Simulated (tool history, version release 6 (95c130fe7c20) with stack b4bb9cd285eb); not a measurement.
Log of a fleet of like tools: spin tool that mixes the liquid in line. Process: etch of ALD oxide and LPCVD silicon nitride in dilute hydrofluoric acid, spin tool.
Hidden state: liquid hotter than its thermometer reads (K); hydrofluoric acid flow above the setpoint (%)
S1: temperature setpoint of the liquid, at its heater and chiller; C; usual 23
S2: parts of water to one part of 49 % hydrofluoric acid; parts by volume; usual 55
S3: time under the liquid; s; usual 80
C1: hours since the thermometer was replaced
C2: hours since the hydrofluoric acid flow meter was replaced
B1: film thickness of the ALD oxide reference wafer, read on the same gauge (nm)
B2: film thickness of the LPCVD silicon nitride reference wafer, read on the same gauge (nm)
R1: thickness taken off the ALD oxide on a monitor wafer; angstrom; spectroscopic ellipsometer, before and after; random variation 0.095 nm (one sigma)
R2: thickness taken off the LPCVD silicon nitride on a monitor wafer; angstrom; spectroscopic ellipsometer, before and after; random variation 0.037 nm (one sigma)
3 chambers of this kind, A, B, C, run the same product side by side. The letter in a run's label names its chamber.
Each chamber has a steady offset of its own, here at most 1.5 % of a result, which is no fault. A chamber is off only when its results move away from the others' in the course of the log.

run   hour  S1  S2   S3      C1     C2      B1      B2      R1       R2
 1B   12.0  23  55   80   692.2  269.1  90.017  150.00  204.11   7.4507
 2A   24.3  23  55   80   618.2  486.8  89.990  150.00  204.07   7.0446
 3C   35.6  23  55   80  2016.9  530.2  90.012  149.99  205.97   7.2044
 4C   41.6  23  55   80  2022.9  536.2  90.023  150.01  204.58   7.4094
 5A   48.6  23  55   80   642.5  511.1  90.007  150.02  205.82   7.1848
 6B   56.9  23  55   80   737.1  314.0  89.984  150.02  203.96   7.1313
 7B   62.8  23  55  105   743.0  319.9  89.995  149.99  267.95   9.4069
 8C   70.6  23  55  105  2051.9  565.2  89.994  150.01  268.69   9.2351
 9A   82.7  23  55  105   676.6  545.2  90.003  149.98  268.26   9.4081
10A   88.4  23  55   80   682.3  550.9  90.014  150.01  204.20   6.7220
11B   97.8  23  55   80   778.0  354.9  90.010  150.01  204.14   6.7927
12C  108.0  23  55   80  2089.3  602.6  90.009  150.00  203.33   7.6430
13A  115.8  23  55   80   709.7  578.3  90.006  149.99  204.81   7.6521
14B  128.0  23  55   80   808.2  385.1  90.009  149.99  204.60   7.0912
15C  135.2  23  55   80  2116.5  629.8  89.994  149.98  203.22   7.0184
16B  140.7  23  55   80   820.9  397.8  89.996  150.03  203.29   6.6808
17A  151.8  23  55   80   745.7  614.3  90.002  149.98  205.33   7.8731
18C  163.9  23  55   80  2145.2  658.5  90.004  150.00  203.53   7.1015
     164.4  -- chamber A: hydrofluoric acid flow meter replaced
19C  172.3  23  55   80  2153.6  666.9  90.009  150.01  204.97   7.8089
20B  184.8  23  55   80   865.0  441.9  90.002  149.98  204.97   7.1497
21A  192.3  23  55   80   786.2   28.0  89.996  150.00  205.14   7.3098
     193.2  -- chamber C: thermometer replaced
22C  200.7  23  55   80     7.5  695.3  90.012  149.99  205.31   7.3280
23A  207.3  23  55   80   801.2   43.0  89.992  149.99  203.93   7.2977
24B  213.2  23  55   80   893.4  470.3  90.019  150.01  206.65   7.3328
25A  221.3  23  30   80   815.2   57.0  89.994  149.99  383.25  13.0780
26C  229.9  23  30   80    36.7  724.5  90.030  150.01  392.42  12.6410
27B  237.0  23  30   80   917.2  494.1  90.026  150.00  391.29  12.6760
28A  244.7  23  55   80   838.6   80.4  89.987  149.99  204.39   7.5157
29B  251.5  23  55   80   931.7  508.6  90.001  149.98  204.44   7.5596
30C  262.8  23  55   80    69.6  757.4  90.010  150.01  204.10   7.2737
31B  271.4  23  55   80   951.6  528.5  89.999  149.99  205.01   6.7206
32A  277.0  23  55   80   870.9  112.7  89.996  149.99  204.09   7.1386
33C  285.2  23  55   80    92.0  779.8  89.993  150.00  204.06   7.1649
34A  290.7  23  55   80   884.6  126.4  90.002  150.00  203.88   6.8420
35B  301.7  23  55   80   981.9  558.8  89.994  150.01  204.72   7.4705
36C  309.2  23  55   80   116.0  803.8  90.005  149.99  204.79   6.5734
37A  317.8  23  55   80   911.7  153.5  89.994  150.01  204.87   6.9777

Next, every chamber runs the same settings. What will each give?
38A  326.8  19  55  80                   ?   ?
38B  326.8  19  55  80                   ?   ?
38C  326.8  19  55  80                   ?   ?

run      R1      R2
38A  173.86  5.1035
38B  173.40  5.5230
38C  172.04  5.8679
